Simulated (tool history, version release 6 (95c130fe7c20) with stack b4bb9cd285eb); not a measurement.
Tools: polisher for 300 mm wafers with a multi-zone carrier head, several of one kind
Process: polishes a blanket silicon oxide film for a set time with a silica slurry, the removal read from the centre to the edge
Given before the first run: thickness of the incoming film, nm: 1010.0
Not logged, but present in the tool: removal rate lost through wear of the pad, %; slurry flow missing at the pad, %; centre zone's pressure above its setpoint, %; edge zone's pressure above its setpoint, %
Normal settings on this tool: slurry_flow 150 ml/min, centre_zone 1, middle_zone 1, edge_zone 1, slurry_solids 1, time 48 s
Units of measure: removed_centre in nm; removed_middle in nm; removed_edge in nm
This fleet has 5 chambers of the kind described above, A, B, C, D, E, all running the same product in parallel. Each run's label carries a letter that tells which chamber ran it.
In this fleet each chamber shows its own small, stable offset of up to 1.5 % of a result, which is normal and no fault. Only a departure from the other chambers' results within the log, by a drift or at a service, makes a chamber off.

run	hour	slurry_flow	centre_zone	middle_zone	edge_zone	slurry_solids	time	wafers polished on this pad	hours since the slurry nozzle was cleaned	hours since the centre zone pressure was calibrated	hours since the edge zone pressure was calibrated	removed_centre	removed_middle	removed_edge
1E	12.3	150	1	1	1	1	48	367	683.4	244.4	308.7	286.72	284.41	280.25
# hour 18.4: chamber B: slurry nozzle cleaned
2D	20.9	150	1	1	1	1	48	516	43.2	242.5	835.9	281.99	287.9	282.99
# hour 21.3: chamber A: worn pad replaced by a new one
3A	30.5	150	1	1	1	1	48	78	435.1	246.7	337.7	279.12	278.87	282.84
# hour 39.9: chamber C: slurry nozzle cleaned
4C	41.5	150	1	1	1	1	48	519	1.7	611.8	843.3	280.92	281.47	278.33
5B	50.3	150	1	1	1	1	48	961	31.9	953.9	753.6	278.17	284.68	278.86
# hour 52.6: chamber D: worn pad replaced by a new one
# hour 55.7: chamber A: centre zone pressure recalibrated
6A	58.7	150	1	1	1	1	48	319	463.3	3.1	365.9	277.9	279.92	276.52
7D	64.6	150	1	1	1	1	48	102	86.9	286.2	879.6	279.08	278.97	281.75
8E	73.3	150	1	1	1	1	48	887	744.4	305.4	369.7	281.97	281.56	289.86
9C	80.1	150	1	1	1	1	48	848	40.3	650.4	881.9	276.54	273.31	285.67
# hour 83.7: chamber D: edge zone pressure recalibrated
# hour 88.1: chamber E: worn pad replaced by a new one
10B	88.8	150	1	1	1	1	48	1289	70.4	992.4	792.1	279.68	280.8	282.15
# hour 96.7: chamber B: worn pad replaced by a new one
# hour 97.4: chamber C: worn pad replaced by a new one
11B	98.1	150	1	1	1	1	48	12	79.7	1001.7	801.4	271.2	283.79	281.1
12A	105.1	150	1	1	1	1	48	714	509.7	49.5	412.3	276.11	288.59	276.78
13C	113.2	150	1	1	1	1	48	134	73.4	683.5	915	278.72	281.92	284.3
14E	119.8	150	1	1	1	1	48	270	790.9	351.9	416.2	282.01	269.37	282.13
15D	132.3	150	1	1	1	1	48	679	154.6	353.9	48.7	280.4	280.8	277.43
# hour 141.2: chamber E: edge zone pressure recalibrated
16A	143.1	150	1	1	1	1	48	1038	547.7	87.5	450.3	277.33	284.5	275.7
# hour 147.3: chamber D: worn pad replaced by a new one
17B	148.8	150	1	1	1	1	48	444	130.4	1052.4	852.1	274.59	277.38	280.6
18C	154.3	150	1	1	1	1	48	484	114.5	724.6	956.1	278.61	280.87	280.74
# hour 154.4: chamber D: centre zone pressure recalibrated
19D	166.5	195	1	1	1	1	48	164	188.8	12.1	82.9	294.3	289.57	292.73
20E	176.8	195	1	1	1	1	48	756	847.9	408.9	35.7	291.89	294.63	291.65
21B	187.3	195	1	1	1	1	48	772	168.9	1090.9	890.6	293.55	288.26	292.71
# hour 189.5: chamber E: slurry nozzle cleaned
22E	197.9	195	1	1	1	1	48	936	8.5	430	56.8	294.26	289.03	294.24
# hour 205.2: chamber A: worn pad replaced by a new one
# hour 208.1: chamber E: worn pad replaced by a new one
23C	209.3	195	1	1	1	1	48	953	169.5	779.6	1011.1	293.08	295.81	292.56
24D	216.3	150	1	1	1	1	48	588	238.6	61.9	132.7	283.69	277.43	283.36
25A	222.2	150	1	1	1	1	48	144	626.8	166.6	529.4	282.39	283.46	280.14
# hour 226: chamber D: worn pad replaced by a new one
# hour 227.4: chamber C: worn pad replaced by a new one
26D	234.8	150	1	1	1	1	48	75	257.1	80.4	151.2	278.32	274.63	283.72
27B	243.4	150	1	1	1	1	48	1250	225	1147	946.7	278.18	280.07	275.15
28A	252.6	150	1	1	1	1	48	403	657.2	197	559.8	286.12	284.76	273.54
29C	260.3	150	1	1	1	1	48	280	220.5	830.6	1062.1	280.67	277.34	288.03
# hour 269: chamber C: slurry nozzle cleaned
30E	271.8	150	1	1	1	1	48	543	82.4	503.9	130.7	280.32	277.66	284.35
31D	282.8	150	1	1	1	1	48	484	305.1	128.4	199.2	284.39	275.55	290.11
32E	291.7	150	1	1	1	1	48	712	102.3	523.8	150.6	282.1	279.35	286.22
# hour 301: chamber C: edge zone pressure recalibrated
33C	304	150	1	1	1	1	48	653	35.1	874.3	3	280.41	287.03	285.06

Next, all 5 chambers run the settings below, one line each with question marks for the results. What does each chamber give?
34A	313.1	150	1	1	1	1	48					?	?	?
34B	313.1	150	1	1	1	1	48					?	?	?
34C	313.1	150	1	1	1	1	48					?	?	?
34D	313.1	150	1	1	1	1	48					?	?	?
34E	313.1	150	1	1	1	1	48					?	?	?

run	removed_centre	removed_middle	removed_edge
34A	284.56	286.33	285.2
34B	279.99	279.43	280.23
34C	275.91	279.18	285.27
34D	281.09	289.53	277.68
34E	283.63	279.8	282.56

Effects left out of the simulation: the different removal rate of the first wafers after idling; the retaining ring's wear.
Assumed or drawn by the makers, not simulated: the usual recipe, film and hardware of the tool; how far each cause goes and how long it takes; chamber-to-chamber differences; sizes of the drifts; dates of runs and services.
